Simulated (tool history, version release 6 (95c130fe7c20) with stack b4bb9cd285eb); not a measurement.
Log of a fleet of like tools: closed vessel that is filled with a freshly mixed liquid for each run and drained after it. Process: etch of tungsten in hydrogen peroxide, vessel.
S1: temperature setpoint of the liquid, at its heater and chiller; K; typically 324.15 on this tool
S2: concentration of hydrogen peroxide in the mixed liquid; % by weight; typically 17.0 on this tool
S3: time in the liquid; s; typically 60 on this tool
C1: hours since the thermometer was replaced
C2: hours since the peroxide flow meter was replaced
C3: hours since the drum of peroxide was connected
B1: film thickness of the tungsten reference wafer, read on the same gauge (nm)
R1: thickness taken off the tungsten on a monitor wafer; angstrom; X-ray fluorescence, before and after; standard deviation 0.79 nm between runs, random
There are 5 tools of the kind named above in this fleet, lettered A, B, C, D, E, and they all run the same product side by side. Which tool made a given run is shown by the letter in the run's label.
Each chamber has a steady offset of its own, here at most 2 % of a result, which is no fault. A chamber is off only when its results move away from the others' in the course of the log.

run    day      S1    S2  S3      C1      C2      C3      B1       R1
 1C  0.258  324.15  17.0  60  1322.1  1518.0   329.1  130.01   955.37
 2E  0.508  324.15  17.0  60   857.3   348.2   434.0  130.00   954.73
 3B  0.633  324.15  17.0  60   303.6  1012.9   187.5  130.01   931.41
 4A  0.908  324.15  17.0  60   862.1   556.3  1009.3  130.00   950.81
 5D  1.050  324.15  17.0  60  2062.2   426.5   238.3  130.00   936.29
 6C  1.338  324.15  17.0  60  1348.0  1543.9   355.0  130.00   942.03
 7A  1.467  324.15  17.0  60   875.5   569.7  1022.7  130.02   961.36
 8D  1.604  324.15  17.0  60  2075.5   439.8   251.6  129.99   957.10
 9E  1.746  324.15  17.0  80   887.0   377.9   463.7  130.02  1250.40
10B  1.875  324.15  17.0  80   333.4  1042.7   217.3  129.98  1240.20
11C  2.142  324.15  17.0  80  1367.3  1563.2   374.3  130.00  1248.00
12A  2.433  324.15  17.0  80   898.7   592.9  1045.9  130.00  1273.30
     2.446  -- chamber A: new drum of peroxide connected
13D  2.708  324.15  17.0  80  2102.0   466.3   278.1  130.00  1261.10
     2.717  -- chamber E: new drum of peroxide connected
14E  2.912  324.15  17.0  60   915.0   405.9     4.8  130.00   944.80
15B  3.200  324.15  17.0  60   365.2  1074.5   249.1  130.00   949.03
16C  3.462  324.15  17.0  60  1399.0  1594.9   406.0  129.99   963.18
17B  3.721  324.15  17.0  60   377.7  1087.0   261.6  130.02   936.65
18E  3.946  324.15  17.0  60   939.8   430.7    29.6  130.01   939.20
19D  4.192  324.15  17.0  60  2137.6   501.9   313.7  129.99   950.88
20A  4.346  324.15  17.0  60   944.6   638.8    45.6  129.99   939.01
21A  4.562  324.15  17.0  60   949.8   644.0    50.8  130.01   942.68
22D  4.850  324.15  17.0  60  2153.4   517.7   329.5  129.99   942.38
23E  5.083  324.15  17.0  60   967.1   458.0    56.9  130.01   940.01
24B  5.308  334.15  20.5  60   415.8  1125.1   299.7  129.99  1869.10
25C  5.446  334.15  20.5  60  1446.6  1642.5   453.6  129.99  1887.70
26B  5.729  334.15  20.5  60   425.9  1135.2   309.8  130.02  1847.60
27C  5.900  334.15  20.5  60  1457.5  1653.4   464.5  130.00  1920.20
28E  6.046  334.15  20.5  60   990.2   481.1    80.0  129.99  1873.10
29D  6.296  324.15  17.0  60  2188.1   552.4   364.2  129.98   943.30
30A  6.479  324.15  17.0  60   995.8   690.0    96.8  130.00   900.58
     6.700  -- chamber D: thermometer replaced
31B  6.754  324.15  17.0  60   450.5  1159.8   334.4  130.02   923.44
32E  6.988  324.15  17.0  60  1012.8   503.7   102.6  130.01   930.96
33A  7.179  324.15  17.0  60  1012.6   706.8   113.6  129.98   886.35
34C  7.404  324.15  17.0  60  1493.6  1689.5   500.6  130.00   952.54
35D  7.646  324.15  17.0  60    22.8   584.8   396.6  130.00   947.32
36D  7.888  324.15  17.0  60    28.6   590.6   402.4  129.99   947.84
37E  8.050  324.15  17.0  60  1038.3   529.2   128.1  130.00   940.00
38B  8.329  324.15  17.0  60   488.3  1197.6   372.2  130.01   936.16
39C  8.454  324.15  17.0  70  1518.8  1714.7   525.8  130.00  1098.90
40A  8.592  324.15  17.0  70  1046.5   740.7   147.5  130.01  1004.60
41A  8.879  324.15  17.0  70  1053.4   747.6   154.4  130.00  1011.90
42D  9.125  324.15  17.0  70    58.3   620.3   432.1  130.03  1106.10
43B  9.279  324.15  17.0  70   511.1  1220.4   395.0  129.99  1098.50
44E  9.412  324.15  17.0  60  1071.0   561.9   160.8  130.00   932.64

Next, all 5 chambers run the settings below, one line each with question marks for the results. What does each chamber give?
45A  9.621  324.15  17.0  60                   ?
45B  9.621  324.15  17.0  60                   ?
45C  9.621  324.15  17.0  60                   ?
45D  9.621  324.15  17.0  60                   ?
45E  9.621  324.15  17.0  60                   ?

run      R1
45A  844.40
45B  920.52
45C  951.46
45D  944.42
45E  951.37
